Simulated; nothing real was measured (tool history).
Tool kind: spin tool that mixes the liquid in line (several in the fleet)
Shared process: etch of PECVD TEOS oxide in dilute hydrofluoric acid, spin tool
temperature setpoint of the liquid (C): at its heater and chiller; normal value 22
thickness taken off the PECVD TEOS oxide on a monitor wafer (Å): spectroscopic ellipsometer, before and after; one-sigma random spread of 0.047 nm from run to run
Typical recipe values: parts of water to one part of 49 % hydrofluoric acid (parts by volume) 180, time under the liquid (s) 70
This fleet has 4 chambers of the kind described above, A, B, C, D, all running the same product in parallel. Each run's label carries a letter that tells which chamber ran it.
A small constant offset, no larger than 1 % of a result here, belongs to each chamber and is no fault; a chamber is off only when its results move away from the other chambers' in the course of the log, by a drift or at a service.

run   hour  temperature setpoint of the liquid (C)  parts of water to one part of 49 % hydrofluoric acid (parts by volume)  time under the liquid (s)  hours since the thermometer was replaced  hours since the hydrofluoric acid flow meter was replaced  read-back film thickness of the PECVD TEOS oxide reference wafer, read on the same gauge (nm)  thickness taken off the PECVD TEOS oxide on a monitor wafer (Å)
 1D    6.7                                      22                                                                     180                         70                                     683.8                                                     1274.2                                                                                         79.995                                                           59.931
        14  -- chamber C: thermometer replaced
 2C   17.8                                      22                                                                     180                         70                                       3.9                                                     2007.9                                                                                         80.026                                                           59.417
 3A   23.2                                      22                                                                     180                         70                                     567.6                                                     1040.4                                                                                         79.992                                                           58.991
 4B   30.2                                      22                                                                     180                         70                                    2096.8                                                     1489.4                                                                                         79.988                                                           60.567
 5D   40.4                                      22                                                                     180                         70                                     717.5                                                     1307.9                                                                                         79.976                                                           58.802
 6B   47.4                                      20                                                                     180                         70                                      2114                                                     1506.6                                                                                         80.016                                                           54.839
 7C     53                                      20                                                                     180                         70                                      39.1                                                     2043.1                                                                                         80.019                                                            54.48
 8A   62.3                                      20                                                                     180                         70                                     606.7                                                     1079.5                                                                                         79.997                                                           54.583
 9C   69.6                                      20                                                                     180                         70                                      55.7                                                     2059.7                                                                                         79.999                                                           54.923
10A   81.4                                      22                                                                     105                         70                                     625.8                                                     1098.6                                                                                         79.956                                                           112.42
11B   88.7                                      22                                                                     105                         70                                    2155.3                                                     1547.9                                                                                          79.99                                                           111.41
12D   98.4                                      22                                                                     105                         70                                     775.5                                                     1365.9                                                                                         79.995                                                           111.41
13B  107.6                                      22                                                                     105                         70                                    2174.2                                                     1566.8                                                                                             80                                                           110.78
14C  119.7                                      22                                                                     180                         70                                     105.8                                                     2109.8                                                                                         79.989                                                            58.63
15D  125.8                                      22                                                                     180                         70                                     802.9                                                     1393.3                                                                                         80.006                                                           59.427
16A  137.7                                      22                                                                     180                         70                                     682.1                                                     1154.9                                                                                         79.966                                                           59.009
17B  144.5                                    24.5                                                                     155                         70                                    2211.1                                                     1603.7                                                                                         80.022                                                            79.27
18A  152.9                                    24.5                                                                     155                         70                                     697.3                                                     1170.1                                                                                         79.997                                                           78.693
19C  163.3                                    24.5                                                                     155                         70                                     149.4                                                     2153.4                                                                                         80.041                                                           77.796
20D  175.3                                    24.5                                                                     155                         70                                     852.4                                                     1442.8                                                                                         80.003                                                           79.906
21A  185.4                                      22                                                                     180                         70                                     729.8                                                     1202.6                                                                                         79.991                                                           60.466
22B  196.9                                      22                                                                     180                         70                                    2263.5                                                     1656.1                                                                                         79.999                                                           59.676
23C  205.9                                      22                                                                     180                         70                                       192                                                       2196                                                                                         79.979                                                           60.386
24D    212                                      22                                                                     180                         70                                     889.1                                                     1479.5                                                                                         79.999                                                           60.477
25C  221.4                                      19                                                                     180                         85                                     207.5                                                     2211.5                                                                                         79.987                                                           64.049
26B  233.2                                      19                                                                     180                         85                                    2299.8                                                     1692.4                                                                                         79.978                                                           63.512
27D  243.9                                      19                                                                     180                         85                                       921                                                     1511.4                                                                                         80.019                                                           64.623
28A  251.9                                      19                                                                     180                         85                                     796.3                                                     1269.1                                                                                         80.004                                                           65.217
29B  258.7                                      22                                                                     180                         70                                    2325.3                                                     1717.9                                                                                         80.031                                                           59.144
30D  265.2                                      17                                                                     180                         70                                     942.3                                                     1532.7                                                                                         80.022                                                            49.21
31C  272.7                                      17                                                                     180                         70                                     258.8                                                     2262.8                                                                                         79.941                                                           48.632
32A  283.8                                      17                                                                     180                         70                                     828.2                                                       1301                                                                                         79.984                                                           48.416
33C  290.7                                      17                                                                     180                         70                                     276.8                                                     2280.8                                                                                         80.023                                                           48.679
34A  300.1                                      22                                                                     180                         70                                     844.5                                                     1317.3                                                                                         80.045                                                           59.664
35B    307                                      22                                                                     180                         70                                    2373.6                                                     1766.2                                                                                         80.002                                                           59.107
     316.1  -- chamber D: thermometer replaced
36D  318.3                                      22                                                                     180                         70                                       2.3                                                     1585.8                                                                                         80.007                                                           59.038
37B  324.6                                      22                                                                     180                         70                                    2391.2                                                     1783.8                                                                                         79.986                                                           58.898
38A  335.7                                      22                                                                     180                         70                                     880.1                                                     1352.9                                                                                         80.012                                                           59.626

The same settings go to every chamber for the next run, one line per chamber below. Forecast the results for each:
39A  344.5                                      22                                                                     180                         70                                                                                                                                                                                                                                                                    ?
39B  344.5                                      22                                                                     180                         70                                                                                                                                                                                                                                                                    ?
39C  344.5                                      22                                                                     180                         70                                                                                                                                                                                                                                                                    ?
39D  344.5                                      22                                                                     180                         70                                                                                                                                                                                                                                                                    ?

run  thickness taken off the PECVD TEOS oxide on a monitor wafer (Å)
39A                                                           59.867
39B                                                           59.773
39C                                                           59.326
39D                                                           59.703
